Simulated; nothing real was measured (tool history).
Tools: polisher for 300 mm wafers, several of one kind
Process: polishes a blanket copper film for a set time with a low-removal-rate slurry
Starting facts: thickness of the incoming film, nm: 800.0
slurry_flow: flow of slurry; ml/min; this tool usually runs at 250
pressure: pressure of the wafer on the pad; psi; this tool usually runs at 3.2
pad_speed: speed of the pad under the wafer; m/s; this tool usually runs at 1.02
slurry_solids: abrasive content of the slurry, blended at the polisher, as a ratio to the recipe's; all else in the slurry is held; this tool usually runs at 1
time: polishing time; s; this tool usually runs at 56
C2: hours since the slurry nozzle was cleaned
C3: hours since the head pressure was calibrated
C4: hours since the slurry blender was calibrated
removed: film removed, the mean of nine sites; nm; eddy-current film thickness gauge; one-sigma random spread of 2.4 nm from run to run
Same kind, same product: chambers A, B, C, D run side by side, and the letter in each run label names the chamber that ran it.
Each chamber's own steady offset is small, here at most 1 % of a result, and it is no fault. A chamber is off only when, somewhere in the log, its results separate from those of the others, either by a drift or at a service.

At hour 9.7: chamber B: worn pad replaced by a new one.
Run 1C, hour 16.3: usual settings; wafers polished on this pad 1023; C2 513.4; C3 317.1; C4 148.7. Result: removed 182.26 nm.
Run 2B, hour 25.4: usual settings; wafers polished on this pad 180; C2 118.2; C3 141.6; C4 65.6. Result: removed 178.95 nm.
At hour 37.3: chamber A: worn pad replaced by a new one.
Run 3A, hour 38.2: usual settings; wafers polished on this pad 10; C2 234.2; C3 599.0; C4 233.7. Result: removed 176.67 nm.
At hour 41.4: chamber C: worn pad replaced by a new one.
Run 4D, hour 51.3: usual settings; wafers polished on this pad 971; C2 263.3; C3 275.6; C4 67.0. Result: removed 184.19 nm.
Run 5B, hour 58.5: usual settings; wafers polished on this pad 557; C2 151.3; C3 174.7; C4 98.7. Result: removed 181.77 nm.
Run 6A, hour 74.6: usual settings; wafers polished on this pad 425; C2 270.6; C3 635.4; C4 270.1. Result: removed 181.67 nm.
Run 7C, hour 84.4: usual settings; wafers polished on this pad 490; C2 581.5; C3 385.2; C4 216.8. Result: removed 181.04 nm.
At hour 84.9: chamber C: slurry nozzle cleaned.
Run 8D, hour 93.7: usual settings; wafers polished on this pad 1455; C2 305.7; C3 318.0; C4 109.4. Result: removed 186.94 nm.
Run 9D, hour 101.9: usual settings; wafers polished on this pad 1549; C2 313.9; C3 326.2; C4 117.6. Result: removed 187.30 nm.
At hour 103.2: chamber D: worn pad replaced by a new one.
At hour 103.7: chamber B: worn pad replaced by a new one.
At hour 108.4: chamber B: slurry nozzle cleaned.
At hour 113.7: chamber A: slurry blender recalibrated.
Run 10C, hour 113.8: usual settings; wafers polished on this pad 826; C2 28.9; C3 414.6; C4 246.2. Result: removed 183.42 nm.
Run 11B, hour 121.7: usual settings but pad_speed 0.84 m/s; wafers polished on this pad 205; C2 13.4; C3 237.9; C4 161.9. Result: removed 154.34 nm.
At hour 128.9: chamber A: worn pad replaced by a new one.
Run 12A, hour 132.4: usual settings but pad_speed 0.84 m/s; wafers polished on this pad 40; C2 328.4; C3 693.2; C4 18.7. Result: removed 149.06 nm.
Run 13A, hour 143.2: usual settings but pad_speed 0.84 m/s; wafers polished on this pad 163; C2 339.2; C3 704.0; C4 29.5. Result: removed 150.93 nm.
At hour 144.0: chamber C: slurry blender recalibrated.
Run 14B, hour 154.0: usual settings but pad_speed 0.84 m/s; wafers polished on this pad 573; C2 45.7; C3 270.2; C4 194.2. Result: removed 150.81 nm.
Run 15C, hour 163.4: usual settings; wafers polished on this pad 1392; C2 78.5; C3 464.2; C4 19.5. Result: removed 182.44 nm.
At hour 165.4: chamber D: slurry blender recalibrated.
At hour 168.0: chamber C: worn pad replaced by a new one.
At hour 170.0: chamber B: slurry blender recalibrated.
Run 16D, hour 173.6: usual settings; wafers polished on this pad 804; C2 385.6; C3 397.9; C4 8.2. Result: removed 183.12 nm.
Run 17B, hour 185.0: usual settings; wafers polished on this pad 927; C2 76.7; C3 301.2; C4 15.0. Result: removed 185.09 nm.
At hour 192.3: chamber B: worn pad replaced by a new one.
Run 18C, hour 201.3: usual settings; wafers polished on this pad 380; C2 116.4; C3 502.1; C4 57.4. Result: removed 182.03 nm.
Run 19A, hour 217.2: usual settings; wafers polished on this pad 1007; C2 413.2; C3 778.0; C4 103.5. Result: removed 180.32 nm.
At hour 222.2: chamber A: worn pad replaced by a new one.
At hour 222.3: chamber D: worn pad replaced by a new one.
Run 20D, hour 226.0: usual settings but time 64 s; wafers polished on this pad 43; C2 438.0; C3 450.3; C4 60.6. Result: removed 211.46 nm.
Run 21C, hour 236.6: usual settings but time 64 s; wafers polished on this pad 783; C2 151.7; C3 537.4; C4 92.7. Result: removed 209.34 nm.
Run 22A, hour 252.3: usual settings but time 64 s; wafers polished on this pad 344; C2 448.3; C3 813.1; C4 138.6. Result: removed 211.17 nm.
Run 23D, hour 260.4: usual settings but time 64 s; wafers polished on this pad 435; C2 472.4; C3 484.7; C4 95.0. Result: removed 205.95 nm.
Run 24B, hour 271.1: usual settings; wafers polished on this pad 899; C2 162.8; C3 387.3; C4 101.1. Result: removed 184.93 nm.
At hour 272.3: chamber C: worn pad replaced by a new one.
Run 25D, hour 281.3: usual settings but pad_speed 0.70 m/s; wafers polished on this pad 674; C2 493.3; C3 505.6; C4 115.9. Result: removed 123.84 nm.
At hour 281.9: chamber B: worn pad replaced by a new one.
Run 26B, hour 294.6: usual settings but pad_speed 0.70 m/s; wafers polished on this pad 145; C2 186.3; C3 410.8; C4 124.6. Result: removed 123.97 nm.
At hour 302.9: chamber B: slurry nozzle cleaned.
Run 27C, hour 306.9: usual settings but pad_speed 0.70 m/s; wafers polished on this pad 395; C2 222.0; C3 607.7; C4 163.0. Result: removed 125.70 nm.
At hour 313.7: chamber A: worn pad replaced by a new one.
Run 28A, hour 317.2: usual settings but pad_speed 0.70 m/s; wafers polished on this pad 40; C2 513.2; C3 878.0; C4 203.5. Result: removed 125.68 nm.
At hour 318.2: chamber C: head pressure recalibrated.
Run 29A, hour 331.7: usual settings; wafers polished on this pad 205; C2 527.7; C3 892.5; C4 218.0. Result: removed 181.54 nm.
At hour 332.1: chamber D: slurry blender recalibrated.
At hour 334.1: chamber A: slurry nozzle cleaned.
Run 30B, hour 339.7: usual settings; wafers polished on this pad 660; C2 36.8; C3 455.9; C4 169.7. Result: removed 180.43 nm.
Run 31D, hour 354.2: usual settings but pad_speed 0.76 m/s; wafers polished on this pad 1506; C2 566.2; C3 578.5; C4 22.1. Result: removed 137.42 nm.
At hour 357.0: chamber D: worn pad replaced by a new one.
Run 32C, hour 370.5: usual settings but pad_speed 0.76 m/s; wafers polished on this pad 1120; C2 285.6; C3 52.4; C4 226.6. Result: removed 136.32 nm.
At hour 382.4: chamber C: worn pad replaced by a new one.
At hour 383.0: chamber B: worn pad replaced by a new one.
At hour 386.4: chamber B: slurry blender recalibrated.
Run 33D, hour 386.9: usual settings but pad_speed 0.76 m/s; wafers polished on this pad 341; C2 598.9; C3 611.2; C4 54.8. Result: removed 133.30 nm.
At hour 394.7: chamber A: worn pad replaced by a new one.
Run 34A, hour 399.7: usual settings but pad_speed 0.76 m/s; wafers polished on this pad 57; C2 65.6; C3 960.5; C4 286.0. Result: removed 137.85 nm.
Run 35C, hour 407.8: usual settings but pad_speed 0.70 m/s, time 49 s; wafers polished on this pad 290; C2 322.9; C3 89.7; C4 263.9. Result: removed 110.02 nm.
Run 36B, hour 416.7: usual settings but pad_speed 0.70 m/s, time 49 s; wafers polished on this pad 384; C2 113.8; C3 532.9; C4 30.3. Result: removed 110.90 nm.
Run 37C, hour 424.6: usual settings but pad_speed 0.70 m/s, time 49 s; wafers polished on this pad 481; C2 339.7; C3 106.5; C4 280.7. Result: removed 110.00 nm.
Run 38D, hour 440.5: usual settings but pad_speed 0.70 m/s, time 49 s; wafers polished on this pad 952; C2 652.5; C3 664.8; C4 108.4. Result: removed 109.71 nm.

All chambers now run identical settings, listed one chamber a line with results as question marks. What results will each chamber show?
Run 39A, hour 452.4: usual settings but pressure 2.4 psi. Result: removed ?.
Run 39B, hour 452.4: usual settings but pressure 2.4 psi. Result: removed ?.
Run 39C, hour 452.4: usual settings but pressure 2.4 psi. Result: removed ?.
Run 39D, hour 452.4: usual settings but pressure 2.4 psi. Result: removed ?.

run  removed
39A   134.07
39B   141.52
39C   136.49
39D   140.85
